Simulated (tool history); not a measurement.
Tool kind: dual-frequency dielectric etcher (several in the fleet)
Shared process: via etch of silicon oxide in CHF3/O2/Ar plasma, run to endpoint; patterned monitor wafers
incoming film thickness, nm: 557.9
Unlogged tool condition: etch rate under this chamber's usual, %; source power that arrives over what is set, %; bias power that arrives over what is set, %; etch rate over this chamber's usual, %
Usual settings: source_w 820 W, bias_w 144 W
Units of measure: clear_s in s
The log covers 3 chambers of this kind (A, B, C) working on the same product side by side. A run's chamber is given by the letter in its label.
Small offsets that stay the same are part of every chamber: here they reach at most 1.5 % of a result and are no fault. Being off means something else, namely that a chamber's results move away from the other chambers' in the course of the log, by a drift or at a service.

| run | hour | source_w | bias_w | hours since the last wet clean | hours since the last source power generator calibration | hours since the last bias power generator calibration | clear_s |
|---|---|---|---|---|---|---|---|
| 1B | 12.0 | 820 | 144 | 176.0 | 1759.6 | 3069.2 | 269.02 |
| 2A | 20.6 | 820 | 144 | 136.1 | 2829.7 | 1425.1 | 272.40 |
| 3C | 29.4 | 820 | 144 | 189.6 | 610.8 | 1287.7 | 269.36 |
| 4B | 37.2 | 820 | 144 | 201.2 | 1784.8 | 3094.4 | 270.21 |
| 5A | 48.2 | 820 | 112 | 163.7 | 2857.3 | 1452.7 | 294.05 |
| 6C | 59.7 | 820 | 112 | 219.9 | 641.1 | 1318.0 | 288.48 |
| 7C | 71.3 | 820 | 112 | 231.5 | 652.7 | 1329.6 | 287.11 |
| 8B | 83.5 | 820 | 144 | 247.5 | 1831.1 | 3140.7 | 270.59 |
| 9A | 90.7 | 820 | 144 | 206.2 | 2899.8 | 1495.2 | 272.44 |
| 10C | 99.6 | 820 | 144 | 259.8 | 681.0 | 1357.9 | 264.78 |
| 11A | 111.8 | 820 | 144 | 227.3 | 2920.9 | 1516.3 | 273.58 |
| 12B | 118.9 | 820 | 144 | 282.9 | 1866.5 | 3176.1 | 270.00 |
| 13A | 124.5 | 1020 | 163 | 240.0 | 2933.6 | 1529.0 | 240.83 |
| 14C | 132.2 | 1020 | 163 | 292.4 | 713.6 | 1390.5 | 234.36 |
| 15B | 142.1 | 1020 | 163 | 306.1 | 1889.7 | 3199.3 | 237.45 |
| 16B | 151.4 | 820 | 144 | 315.4 | 1899.0 | 3208.6 | 269.47 |
| 17A | 158.9 | 970 | 144 | 274.4 | 2968.0 | 1563.4 | 256.29 |
|  | 159.1 | chamber B: bias power generator calibrated |
| 18C | 165.1 | 970 | 144 | 325.3 | 746.5 | 1423.4 | 244.10 |
| 19A | 177.6 | 970 | 144 | 293.1 | 2986.7 | 1582.1 | 257.27 |
| 20B | 183.7 | 820 | 144 | 347.7 | 1931.3 | 24.6 | 270.52 |

Next, every chamber runs the same settings. What will each give?
| 21A | 192.9 | 820 | 167 |  |  |  | ? |
| 21B | 192.9 | 820 | 167 |  |  |  | ? |
| 21C | 192.9 | 820 | 167 |  |  |  | ? |

| run | clear_s |
|---|---|
| 21A | 260.89 |
| 21B | 259.01 |
| 21C | 247.09 |

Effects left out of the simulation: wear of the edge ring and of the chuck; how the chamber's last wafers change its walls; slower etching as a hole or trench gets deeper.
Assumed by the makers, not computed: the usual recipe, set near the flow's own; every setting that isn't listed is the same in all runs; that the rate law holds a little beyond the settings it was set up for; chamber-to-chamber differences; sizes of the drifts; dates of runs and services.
